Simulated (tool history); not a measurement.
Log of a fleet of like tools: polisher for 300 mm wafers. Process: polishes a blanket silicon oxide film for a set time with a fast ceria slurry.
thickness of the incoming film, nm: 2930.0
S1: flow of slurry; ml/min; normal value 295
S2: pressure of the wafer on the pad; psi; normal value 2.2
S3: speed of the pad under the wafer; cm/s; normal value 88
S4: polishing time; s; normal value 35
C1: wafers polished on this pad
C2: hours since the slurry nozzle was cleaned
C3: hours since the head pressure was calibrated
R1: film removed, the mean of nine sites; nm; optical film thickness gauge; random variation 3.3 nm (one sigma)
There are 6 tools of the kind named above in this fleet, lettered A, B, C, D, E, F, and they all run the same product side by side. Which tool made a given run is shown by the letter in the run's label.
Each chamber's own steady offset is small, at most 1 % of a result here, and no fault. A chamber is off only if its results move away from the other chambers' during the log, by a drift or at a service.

Run 1E, hour 5.9: usual settings; C1 839; C2 61.4; C3 248.7. Result: R1 428.00 nm.
At hour 8.6: chamber E: worn pad replaced by a new one.
Run 2C, hour 13.8: usual settings; C1 775; C2 40.6; C3 427.5. Result: R1 433.19 nm.
Run 3F, hour 18.2: usual settings; C1 792; C2 500.6; C3 344.6. Result: R1 438.52 nm.
At hour 24.7: chamber C: worn pad replaced by a new one.
Run 4D, hour 27.5: usual settings; C1 512; C2 269.4; C3 590.8. Result: R1 434.54 nm.
At hour 35.0: chamber A: worn pad replaced by a new one.
Run 5B, hour 35.0: usual settings; C1 828; C2 129.7; C3 1439.4. Result: R1 434.92 nm.
At hour 41.6: chamber D: worn pad replaced by a new one.
Run 6A, hour 42.8: usual settings; C1 113; C2 515.4; C3 578.2. Result: R1 434.38 nm.
At hour 44.0: chamber F: slurry nozzle cleaned.
Run 7E, hour 51.0: usual settings; C1 609; C2 106.5; C3 293.8. Result: R1 429.21 nm.
At hour 59.5: chamber B: worn pad replaced by a new one.
Run 8F, hour 60.3: usual settings; C1 1397; C2 16.3; C3 386.7. Result: R1 432.06 nm.
At hour 65.8: chamber E: worn pad replaced by a new one.
Run 9C, hour 68.9: usual settings; C1 636; C2 95.7; C3 482.6. Result: R1 429.50 nm.
At hour 73.8: chamber A: head pressure recalibrated.
Run 10A, hour 74.4: usual settings but S1 350 ml/min; C1 567; C2 547.0; C3 0.6. Result: R1 443.90 nm.
At hour 81.8: chamber C: worn pad replaced by a new one.
Run 11D, hour 84.6: usual settings but S1 350 ml/min; C1 618; C2 326.5; C3 647.9. Result: R1 443.74 nm.
Run 12B, hour 91.6: usual settings but S1 350 ml/min; C1 462; C2 186.3; C3 1496.0. Result: R1 436.24 nm.
Run 13E, hour 96.4: usual settings but S1 350 ml/min; C1 440; C2 151.9; C3 339.2. Result: R1 439.60 nm.
At hour 98.6: chamber D: worn pad replaced by a new one.
At hour 101.5: chamber A: worn pad replaced by a new one.
Run 14F, hour 105.0: usual settings but S1 350 ml/min; C1 2040; C2 61.0; C3 431.4. Result: R1 430.24 nm.
At hour 106.4: chamber B: head pressure recalibrated.
Run 15C, hour 110.6: usual settings but S1 350 ml/min; C1 415; C2 137.4; C3 524.3. Result: R1 432.43 nm.
At hour 117.9: chamber E: worn pad replaced by a new one.
Run 16A, hour 119.0: usual settings but S2 2.8 psi, S4 45 s; C1 252; C2 591.6; C3 45.2. Result: R1 717.90 nm.
Run 17D, hour 123.9: usual settings but S2 2.8 psi, S4 45 s; C1 364; C2 365.8; C3 687.2. Result: R1 706.61 nm.
Run 18B, hour 131.5: usual settings but S2 2.8 psi, S4 45 s; C1 1035; C2 226.2; C3 25.2. Result: R1 709.61 nm.
At hour 132.6: chamber B: worn pad replaced by a new one.
Run 19B, hour 137.5: usual settings but S2 2.8 psi, S4 45 s; C1 71; C2 232.2; C3 31.2. Result: R1 719.06 nm.
At hour 141.5: chamber C: worn pad replaced by a new one.
Run 20C, hour 147.7: usual settings but S2 2.8 psi, S4 45 s; C1 89; C2 174.5; C3 561.4. Result: R1 697.19 nm.
Run 21F, hour 153.8: usual settings but S2 2.8 psi, S4 45 s; C1 2742; C2 109.8; C3 480.2. Result: R1 677.62 nm.
At hour 156.1: chamber A: worn pad replaced by a new one.
Run 22A, hour 158.8: usual settings; C1 39; C2 631.4; C3 85.0. Result: R1 438.49 nm.
At hour 160.7: chamber D: worn pad replaced by a new one.
Run 23D, hour 163.5: usual settings; C1 40; C2 405.4; C3 726.8. Result: R1 433.38 nm.
At hour 166.9: chamber E: worn pad replaced by a new one.
Run 24E, hour 172.4: usual settings; C1 79; C2 227.9; C3 415.2. Result: R1 429.59 nm.
Run 25E, hour 178.3: usual settings; C1 164; C2 233.8; C3 421.1. Result: R1 429.31 nm.
Run 26C, hour 185.5: usual settings but S2 2.9 psi; C1 633; C2 212.3; C3 599.2. Result: R1 575.21 nm.
Run 27D, hour 192.5: usual settings but S2 2.9 psi; C1 457; C2 434.4; C3 755.8. Result: R1 566.89 nm.
Run 28A, hour 200.0: usual settings but S2 2.9 psi; C1 631; C2 672.6; C3 126.2. Result: R1 565.96 nm.
At hour 201.7: chamber B: worn pad replaced by a new one.
At hour 202.8: chamber C: worn pad replaced by a new one.
At hour 205.2: chamber E: slurry nozzle cleaned.
At hour 206.3: chamber A: slurry nozzle cleaned.
Run 29F, hour 209.6: usual settings but S2 2.9 psi; C1 3544; C2 165.6; C3 536.0. Result: R1 531.81 nm.
At hour 212.9: chamber A: worn pad replaced by a new one.
At hour 213.4: chamber D: worn pad replaced by a new one.
At hour 217.1: chamber E: worn pad replaced by a new one.
Run 30B, hour 217.8: usual settings but S2 2.9 psi; C1 232; C2 312.5; C3 111.5. Result: R1 574.34 nm.
Run 31C, hour 226.6: usual settings but S2 2.9 psi; C1 342; C2 253.4; C3 640.3. Result: R1 573.62 nm.
Run 32B, hour 234.1: usual settings; C1 466; C2 328.8; C3 127.8. Result: R1 438.13 nm.
At hour 242.8: chamber B: slurry nozzle cleaned.
Run 33E, hour 242.9: usual settings; C1 371; C2 37.7; C3 485.7. Result: R1 433.26 nm.
Run 34A, hour 250.0: usual settings; C1 534; C2 43.8; C3 176.2. Result: R1 433.18 nm.
Run 35F, hour 256.3: usual settings; C1 4215; C2 212.3; C3 582.7. Result: R1 404.09 nm.
At hour 257.7: chamber C: worn pad replaced by a new one.
Run 36D, hour 260.9: usual settings but S3 104 cm/s, S4 28 s; C1 683; C2 502.8; C3 824.2. Result: R1 407.78 nm.
Run 37D, hour 265.7: usual settings but S3 104 cm/s, S4 28 s; C1 752; C2 507.6; C3 829.0. Result: R1 406.85 nm.
Run 38B, hour 271.0: usual settings but S3 104 cm/s, S4 28 s; C1 996; C2 28.3; C3 164.7. Result: R1 412.05 nm.
Run 39C, hour 279.8: usual settings but S3 104 cm/s, S4 28 s; C1 318; C2 306.6; C3 693.5. Result: R1 407.48 nm.
Run 40F, hour 286.0: usual settings but S3 104 cm/s, S4 28 s; C1 4642; C2 242.0; C3 612.4. Result: R1 374.47 nm.

The same settings go to every chamber for the next run, one line per chamber below. Forecast the results for each:
Run 41A, hour 293.3: usual settings but S4 44 s. Result: R1 ?.
Run 41B, hour 293.3: usual settings but S4 44 s. Result: R1 ?.
Run 41C, hour 293.3: usual settings but S4 44 s. Result: R1 ?.
Run 41D, hour 293.3: usual settings but S4 44 s. Result: R1 ?.
Run 41E, hour 293.3: usual settings but S4 44 s. Result: R1 ?.
Run 41F, hour 293.3: usual settings but S4 44 s. Result: R1 ?.

run      R1
41A  546.11
41B  550.31
41C  535.53
41D  537.32
41E  536.68
41F  491.92

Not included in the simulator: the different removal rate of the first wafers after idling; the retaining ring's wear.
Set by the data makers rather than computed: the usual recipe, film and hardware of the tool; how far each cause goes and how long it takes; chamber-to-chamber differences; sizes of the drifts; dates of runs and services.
